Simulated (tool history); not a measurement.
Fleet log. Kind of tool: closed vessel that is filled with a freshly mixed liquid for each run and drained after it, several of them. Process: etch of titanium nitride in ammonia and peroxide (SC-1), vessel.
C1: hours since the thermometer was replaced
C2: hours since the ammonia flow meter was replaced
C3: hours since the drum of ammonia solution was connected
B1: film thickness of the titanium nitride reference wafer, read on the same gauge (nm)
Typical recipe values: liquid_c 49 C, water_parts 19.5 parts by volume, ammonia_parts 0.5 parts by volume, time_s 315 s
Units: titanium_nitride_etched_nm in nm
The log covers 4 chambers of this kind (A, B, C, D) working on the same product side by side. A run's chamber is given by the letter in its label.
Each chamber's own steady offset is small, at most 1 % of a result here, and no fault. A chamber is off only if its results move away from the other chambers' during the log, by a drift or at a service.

run 1A hour=3.8 | liquid_c=49 water_parts=19.5 ammonia_parts=0.5 time_s=315 | C1=1489.8 C2=467.1 C3=126.8 | B1=39.969 | titanium_nitride_etched_nm=22.846
run 2C hour=6.8 | liquid_c=49 water_parts=19.5 ammonia_parts=0.5 time_s=315 | C1=966.9 C2=250.4 C3=239.1 | B1=40.039 | titanium_nitride_etched_nm=23.15
run 3D hour=10.3 | liquid_c=49 water_parts=19.5 ammonia_parts=0.5 time_s=315 | C1=3215 C2=767.6 C3=297.9 | B1=40.007 | titanium_nitride_etched_nm=23.103
run 4B hour=14 | liquid_c=49 water_parts=19.5 ammonia_parts=0.5 time_s=315 | C1=86.5 C2=739.8 C3=573 | B1=39.997 | titanium_nitride_etched_nm=23.118
run 5A hour=16.3 | liquid_c=49 water_parts=19.5 ammonia_parts=0.5 time_s=315 | C1=1502.3 C2=479.6 C3=139.3 | B1=40.046 | titanium_nitride_etched_nm=22.822
-- hour=19.1 chamber C: new drum of ammonia solution connected
run 6D hour=20.2 | liquid_c=49 water_parts=16 ammonia_parts=0.5 time_s=490 | C1=3224.9 C2=777.5 C3=307.8 | B1=39.999 | titanium_nitride_etched_nm=40.313
run 7C hour=23.9 | liquid_c=49 water_parts=16 ammonia_parts=0.5 time_s=490 | C1=984 C2=267.5 C3=4.9 | B1=40.008 | titanium_nitride_etched_nm=39.767
run 8B hour=28.1 | liquid_c=49 water_parts=16 ammonia_parts=0.5 time_s=490 | C1=100.6 C2=753.9 C3=587.1 | B1=40.055 | titanium_nitride_etched_nm=40.129
run 9B hour=31 | liquid_c=49 water_parts=16 ammonia_parts=0.5 time_s=490 | C1=103.5 C2=756.8 C3=590 | B1=39.99 | titanium_nitride_etched_nm=40.525
run 10C hour=35.2 | liquid_c=49 water_parts=19.5 ammonia_parts=0.5 time_s=315 | C1=995.3 C2=278.8 C3=16.2 | B1=40.002 | titanium_nitride_etched_nm=23.408
run 11A hour=38.3 | liquid_c=49 water_parts=19.5 ammonia_parts=0.5 time_s=315 | C1=1524.3 C2=501.6 C3=161.3 | B1=40.024 | titanium_nitride_etched_nm=23.253
run 12D hour=40.2 | liquid_c=54 water_parts=12.5 ammonia_parts=0.5 time_s=315 | C1=3244.9 C2=797.5 C3=327.8 | B1=39.962 | titanium_nitride_etched_nm=41.18
run 13B hour=42.9 | liquid_c=54 water_parts=12.5 ammonia_parts=0.5 time_s=315 | C1=115.4 C2=768.7 C3=601.9 | B1=40 | titanium_nitride_etched_nm=42.204
run 14D hour=47 | liquid_c=54 water_parts=12.5 ammonia_parts=0.5 time_s=315 | C1=3251.7 C2=804.3 C3=334.6 | B1=39.986 | titanium_nitride_etched_nm=41.705
run 15C hour=50.4 | liquid_c=54 water_parts=12.5 ammonia_parts=0.5 time_s=315 | C1=1010.5 C2=294 C3=31.4 | B1=40.007 | titanium_nitride_etched_nm=41.644
run 16A hour=53.1 | liquid_c=49 water_parts=19.5 ammonia_parts=0.5 time_s=315 | C1=1539.1 C2=516.4 C3=176.1 | B1=39.955 | titanium_nitride_etched_nm=23.15
run 17C hour=55.8 | liquid_c=49 water_parts=19.5 ammonia_parts=0.5 time_s=315 | C1=1015.9 C2=299.4 C3=36.8 | B1=40 | titanium_nitride_etched_nm=22.893
run 18A hour=59.6 | liquid_c=49 water_parts=19.5 ammonia_parts=0.5 time_s=315 | C1=1545.6 C2=522.9 C3=182.6 | B1=40.045 | titanium_nitride_etched_nm=23.002
run 19B hour=62.1 | liquid_c=49 water_parts=19.5 ammonia_parts=0.5 time_s=315 | C1=134.6 C2=787.9 C3=621.1 | B1=40.021 | titanium_nitride_etched_nm=23.445
run 20D hour=65.5 | liquid_c=49 water_parts=19.5 ammonia_parts=0.5 time_s=315 | C1=3270.2 C2=822.8 C3=353.1 | B1=40.007 | titanium_nitride_etched_nm=23.605
run 21D hour=68.5 | liquid_c=49 water_parts=19.5 ammonia_parts=0.5 time_s=315 | C1=3273.2 C2=825.8 C3=356.1 | B1=39.959 | titanium_nitride_etched_nm=23.171
run 22B hour=70.4 | liquid_c=49 water_parts=19.5 ammonia_parts=0.5 time_s=315 | C1=142.9 C2=796.2 C3=629.4 | B1=40.013 | titanium_nitride_etched_nm=23.114
-- hour=70.9 chamber B: new drum of ammonia solution connected
run 23C hour=73.3 | liquid_c=49 water_parts=19.5 ammonia_parts=0.5 time_s=315 | C1=1033.4 C2=316.9 C3=54.3 | B1=40.002 | titanium_nitride_etched_nm=22.947
run 24A hour=75.6 | liquid_c=49 water_parts=19.5 ammonia_parts=0.5 time_s=315 | C1=1561.6 C2=538.9 C3=198.6 | B1=39.972 | titanium_nitride_etched_nm=22.836
run 25C hour=79.7 | liquid_c=49 water_parts=19.5 ammonia_parts=0.5 time_s=315 | C1=1039.8 C2=323.3 C3=60.7 | B1=39.993 | titanium_nitride_etched_nm=22.917
-- hour=81.6 chamber D: new drum of ammonia solution connected
run 26D hour=83 | liquid_c=49 water_parts=19.5 ammonia_parts=0.5 time_s=315 | C1=3287.7 C2=840.3 C3=1.4 | B1=39.955 | titanium_nitride_etched_nm=23.099
run 27B hour=85.2 | liquid_c=49 water_parts=19.5 ammonia_parts=0.5 time_s=315 | C1=157.7 C2=811 C3=14.3 | B1=40.007 | titanium_nitride_etched_nm=22.965
run 28A hour=87.6 | liquid_c=49 water_parts=19.5 ammonia_parts=0.5 time_s=315 | C1=1573.6 C2=550.9 C3=210.6 | B1=39.973 | titanium_nitride_etched_nm=22.865
run 29D hour=90.2 | liquid_c=49 water_parts=19.5 ammonia_parts=0.5 time_s=315 | C1=3294.9 C2=847.5 C3=8.6 | B1=40.046 | titanium_nitride_etched_nm=22.974
run 30C hour=93.1 | liquid_c=49 water_parts=19.5 ammonia_parts=0.5 time_s=315 | C1=1053.2 C2=336.7 C3=74.1 | B1=40.005 | titanium_nitride_etched_nm=22.961
run 31A hour=97.3 | liquid_c=49 water_parts=19.5 ammonia_parts=0.5 time_s=315 | C1=1583.3 C2=560.6 C3=220.3 | B1=40.027 | titanium_nitride_etched_nm=22.675
run 32B hour=100.5 | liquid_c=49 water_parts=19.5 ammonia_parts=0.5 time_s=315 | C1=173 C2=826.3 C3=29.6 | B1=39.99 | titanium_nitride_etched_nm=23.227
run 33C hour=103.7 | liquid_c=49 water_parts=19.5 ammonia_parts=0.5 time_s=315 | C1=1063.8 C2=347.3 C3=84.7 | B1=40.045 | titanium_nitride_etched_nm=23.333
run 34D hour=107.5 | liquid_c=49 water_parts=19.5 ammonia_parts=0.5 time_s=315 | C1=3312.2 C2=864.8 C3=25.9 | B1=40.041 | titanium_nitride_etched_nm=23.095
run 35B hour=110.8 | liquid_c=56 water_parts=15 ammonia_parts=0.5 time_s=315 | C1=183.3 C2=836.6 C3=39.9 | B1=39.995 | titanium_nitride_etched_nm=43.453
run 36A hour=115.1 | liquid_c=56 water_parts=15 ammonia_parts=0.5 time_s=315 | C1=1601.1 C2=578.4 C3=238.1 | B1=39.989 | titanium_nitride_etched_nm=43.299

Read the log: is a single chamber off, either drifting away or since a service, is the gauge that measures every chamber drifting, or is nothing wrong beyond small per-chamber offsets? Name any odd chamber and what most likely caused it.

The fleet is healthy, with each chamber sitting at its usual small offset and no drift in the gauge.
